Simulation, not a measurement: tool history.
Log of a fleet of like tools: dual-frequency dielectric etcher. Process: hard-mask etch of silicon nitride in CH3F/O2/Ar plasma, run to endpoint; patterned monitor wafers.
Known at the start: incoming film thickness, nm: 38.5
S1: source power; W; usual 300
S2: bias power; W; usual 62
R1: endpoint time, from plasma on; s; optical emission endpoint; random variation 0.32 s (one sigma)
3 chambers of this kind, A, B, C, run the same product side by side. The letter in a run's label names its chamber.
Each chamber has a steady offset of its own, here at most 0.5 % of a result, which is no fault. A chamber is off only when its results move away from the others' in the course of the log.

run     day   S1  S2      R1
 1C   0.583  300  62   65.05
 2A   1.138  300  62    65.7
 3B    1.55  300  62  66.063
 4A   1.888  300  62  65.461
 5C   2.383  300  62  65.294
 6B   2.758  300  62  66.168
 7C   3.221  300  62  65.121
 8B    3.65  300  62   65.87
 9A   4.146  300  62  65.758
10A   4.558  230  54  75.729
      4.788  -- chamber C: wet clean of the chamber
11C   4.892  230  54  75.604
12B   5.512  230  54  77.291
13A   6.096  280  77  62.873
14B   6.608  280  77  63.588
15C   6.975  280  77  61.955
16A   7.625  300  62  65.657
17B   8.158  300  62  67.056
      8.183  -- chamber A: wet clean of the chamber
18C   8.733  300  52  69.298
19C   9.125  300  52  69.378
20A   9.638  300  52  70.154
21B   10.15  300  62  66.915
22B  10.812  300  62  66.671
23A  11.375  270  70  65.837
24C  11.779  270  70  64.714
25A  12.321  270  70  65.845

All 3 chambers run these settings next. Forecast each chamber's results:
26A  12.8  300  62   ?
26B  12.8  300  62   ?
26C  12.8  300  62   ?

run      R1
26A  65.548
26B  66.964
26C  64.939
